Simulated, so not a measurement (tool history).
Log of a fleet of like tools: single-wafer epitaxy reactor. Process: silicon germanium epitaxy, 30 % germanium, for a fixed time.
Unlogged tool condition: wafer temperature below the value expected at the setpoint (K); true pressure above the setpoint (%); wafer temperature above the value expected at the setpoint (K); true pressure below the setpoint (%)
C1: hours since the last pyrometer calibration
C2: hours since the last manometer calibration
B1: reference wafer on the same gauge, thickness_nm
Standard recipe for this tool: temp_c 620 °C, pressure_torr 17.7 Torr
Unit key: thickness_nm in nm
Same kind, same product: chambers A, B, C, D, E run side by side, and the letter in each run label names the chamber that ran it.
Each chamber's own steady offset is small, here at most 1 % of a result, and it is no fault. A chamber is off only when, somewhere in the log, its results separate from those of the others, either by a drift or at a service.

{"run": "1B", "hour": 6.2, "temp_c": 620, "pressure_torr": 17.7, "C1": 312.0, "C2": 365.3, "B1": 87.883, "thickness_nm": 80.471}
{"run": "2D", "hour": 16.3, "temp_c": 620, "pressure_torr": 17.7, "C1": 1438.7, "C2": 565.7, "B1": 87.942, "thickness_nm": 80.073}
{"run": "3E", "hour": 23.4, "temp_c": 620, "pressure_torr": 17.7, "C1": 1572.7, "C2": 938.5, "B1": 87.898, "thickness_nm": 79.613}
{"run": "4C", "hour": 35.0, "temp_c": 620, "pressure_torr": 17.7, "C1": 1912.2, "C2": 949.8, "B1": 87.934, "thickness_nm": 79.788}
{"run": "5A", "hour": 48.9, "temp_c": 620, "pressure_torr": 17.7, "C1": 770.9, "C2": 118.1, "B1": 87.881, "thickness_nm": 79.736}
{"run": "6A", "hour": 62.5, "temp_c": 620, "pressure_torr": 17.7, "C1": 784.5, "C2": 131.7, "B1": 87.931, "thickness_nm": 80.313}
{"run": "7D", "hour": 73.0, "temp_c": 629, "pressure_torr": 14.9, "C1": 1495.4, "C2": 622.4, "B1": 87.921, "thickness_nm": 87.192}
{"run": "8C", "hour": 80.1, "temp_c": 629, "pressure_torr": 14.9, "C1": 1957.3, "C2": 994.9, "B1": 87.861, "thickness_nm": 87.495}
{"run": "9E", "hour": 91.6, "temp_c": 629, "pressure_torr": 14.9, "C1": 1640.9, "C2": 1006.7, "B1": 87.856, "thickness_nm": 87.002}
{"run": "10B", "hour": 102.0, "temp_c": 629, "pressure_torr": 14.9, "C1": 407.8, "C2": 461.1, "B1": 87.844, "thickness_nm": 87.733}
{"run": "11A", "hour": 108.7, "temp_c": 629, "pressure_torr": 14.9, "C1": 830.7, "C2": 177.9, "B1": 87.853, "thickness_nm": 87.019}
{"run": "12C", "hour": 119.3, "temp_c": 620, "pressure_torr": 17.7, "C1": 1996.5, "C2": 1034.1, "B1": 87.907, "thickness_nm": 79.937}
{"run": "13D", "hour": 131.7, "temp_c": 620, "pressure_torr": 17.7, "C1": 1554.1, "C2": 681.1, "B1": 87.861, "thickness_nm": 80.227}
{"run": "14E", "hour": 140.2, "temp_c": 620, "pressure_torr": 17.7, "C1": 1689.5, "C2": 1055.3, "B1": 87.858, "thickness_nm": 80.098}
{"run": "15B", "hour": 151.6, "temp_c": 620, "pressure_torr": 17.7, "C1": 457.4, "C2": 510.7, "B1": 87.913, "thickness_nm": 80.643}
{"run": "16B", "hour": 160.0, "temp_c": 607, "pressure_torr": 21.4, "C1": 465.8, "C2": 519.1, "B1": 87.865, "thickness_nm": 68.896}
{"run": "17C", "hour": 169.9, "temp_c": 607, "pressure_torr": 21.4, "C1": 2047.1, "C2": 1084.7, "B1": 87.956, "thickness_nm": 67.924}
{"run": "18A", "hour": 179.8, "temp_c": 607, "pressure_torr": 21.4, "C1": 901.8, "C2": 249.0, "B1": 87.881, "thickness_nm": 68.747}
{"run": "19D", "hour": 189.7, "temp_c": 607, "pressure_torr": 21.4, "C1": 1612.1, "C2": 739.1, "B1": 87.994, "thickness_nm": 68.369}
{"run": "20E", "hour": 203.8, "temp_c": 607, "pressure_torr": 21.4, "C1": 1753.1, "C2": 1118.9, "B1": 87.873, "thickness_nm": 68.366}
{"run": "21D", "hour": 210.7, "temp_c": 628, "pressure_torr": 14.1, "C1": 1633.1, "C2": 760.1, "B1": 87.868, "thickness_nm": 83.778}
{"hour": 215.7, "done": "chamber C: pyrometer calibrated"}
{"run": "22C", "hour": 224.7, "temp_c": 628, "pressure_torr": 14.1, "C1": 9.0, "C2": 1139.5, "B1": 87.851, "thickness_nm": 84.281}
{"hour": 228.2, "done": "chamber E: pyrometer calibrated"}
{"run": "23A", "hour": 236.9, "temp_c": 628, "pressure_torr": 14.1, "C1": 958.9, "C2": 306.1, "B1": 87.88, "thickness_nm": 83.652}
{"run": "24E", "hour": 247.3, "temp_c": 628, "pressure_torr": 14.1, "C1": 19.1, "C2": 1162.4, "B1": 88.025, "thickness_nm": 83.317}
{"run": "25B", "hour": 257.1, "temp_c": 628, "pressure_torr": 14.1, "C1": 562.9, "C2": 616.2, "B1": 87.89, "thickness_nm": 84.9}
{"run": "26D", "hour": 269.5, "temp_c": 632, "pressure_torr": 16.0, "C1": 1691.9, "C2": 818.9, "B1": 87.89, "thickness_nm": 94.536}
{"run": "27B", "hour": 283.5, "temp_c": 632, "pressure_torr": 16.0, "C1": 589.3, "C2": 642.6, "B1": 87.836, "thickness_nm": 95.54}
{"run": "28C", "hour": 290.9, "temp_c": 632, "pressure_torr": 16.0, "C1": 75.2, "C2": 1205.7, "B1": 87.986, "thickness_nm": 94.523}
{"run": "29E", "hour": 302.6, "temp_c": 632, "pressure_torr": 16.0, "C1": 74.4, "C2": 1217.7, "B1": 87.895, "thickness_nm": 94.111}
{"run": "30A", "hour": 312.5, "temp_c": 632, "pressure_torr": 16.0, "C1": 1034.5, "C2": 381.7, "B1": 87.96, "thickness_nm": 94.476}
{"run": "31C", "hour": 322.0, "temp_c": 620, "pressure_torr": 17.7, "C1": 106.3, "C2": 1236.8, "B1": 87.868, "thickness_nm": 79.477}
{"run": "32B", "hour": 330.9, "temp_c": 620, "pressure_torr": 17.7, "C1": 636.7, "C2": 690.0, "B1": 87.864, "thickness_nm": 81.03}
{"run": "33E", "hour": 337.7, "temp_c": 620, "pressure_torr": 17.7, "C1": 109.5, "C2": 1252.8, "B1": 87.895, "thickness_nm": 79.754}
{"run": "34A", "hour": 350.5, "temp_c": 620, "pressure_torr": 17.7, "C1": 1072.5, "C2": 419.7, "B1": 87.829, "thickness_nm": 80.745}
{"run": "35D", "hour": 358.0, "temp_c": 620, "pressure_torr": 17.7, "C1": 1780.4, "C2": 907.4, "B1": 87.84, "thickness_nm": 80.299}
{"run": "36D", "hour": 371.0, "temp_c": 620, "pressure_torr": 17.7, "C1": 1793.4, "C2": 920.4, "B1": 87.878, "thickness_nm": 80.515}
{"run": "37E", "hour": 385.1, "temp_c": 620, "pressure_torr": 17.7, "C1": 156.9, "C2": 1300.2, "B1": 87.902, "thickness_nm": 79.864}
{"run": "38B", "hour": 397.0, "temp_c": 620, "pressure_torr": 17.7, "C1": 702.8, "C2": 756.1, "B1": 87.856, "thickness_nm": 81.189}
{"hour": 402.7, "done": "chamber C: capacitance manometer re-zeroed and calibrated"}
{"run": "39C", "hour": 407.6, "temp_c": 620, "pressure_torr": 17.7, "C1": 191.9, "C2": 5.0, "B1": 87.888, "thickness_nm": 79.946}
{"run": "40A", "hour": 415.6, "temp_c": 620, "pressure_torr": 17.7, "C1": 1137.6, "C2": 484.8, "B1": 88.003, "thickness_nm": 80.155}
{"run": "41D", "hour": 423.3, "temp_c": 620, "pressure_torr": 17.7, "C1": 1845.7, "C2": 972.7, "B1": 87.907, "thickness_nm": 79.539}
{"run": "42B", "hour": 430.9, "temp_c": 620, "pressure_torr": 17.7, "C1": 736.7, "C2": 790.0, "B1": 87.949, "thickness_nm": 80.803}
{"run": "43E", "hour": 438.3, "temp_c": 620, "pressure_torr": 17.7, "C1": 210.1, "C2": 1353.4, "B1": 87.952, "thickness_nm": 79.319}
{"run": "44A", "hour": 450.2, "temp_c": 620, "pressure_torr": 17.7, "C1": 1172.2, "C2": 519.4, "B1": 87.894, "thickness_nm": 79.948}

Read the log: is a single chamber off, either drifting away or since a service, is the gauge that measures every chamber drifting, or is nothing wrong beyond small per-chamber offsets? Name any odd chamber and what most likely caused it.

No chamber is off and the gauge is stable; the differences are just each chamber's small, constant offset.
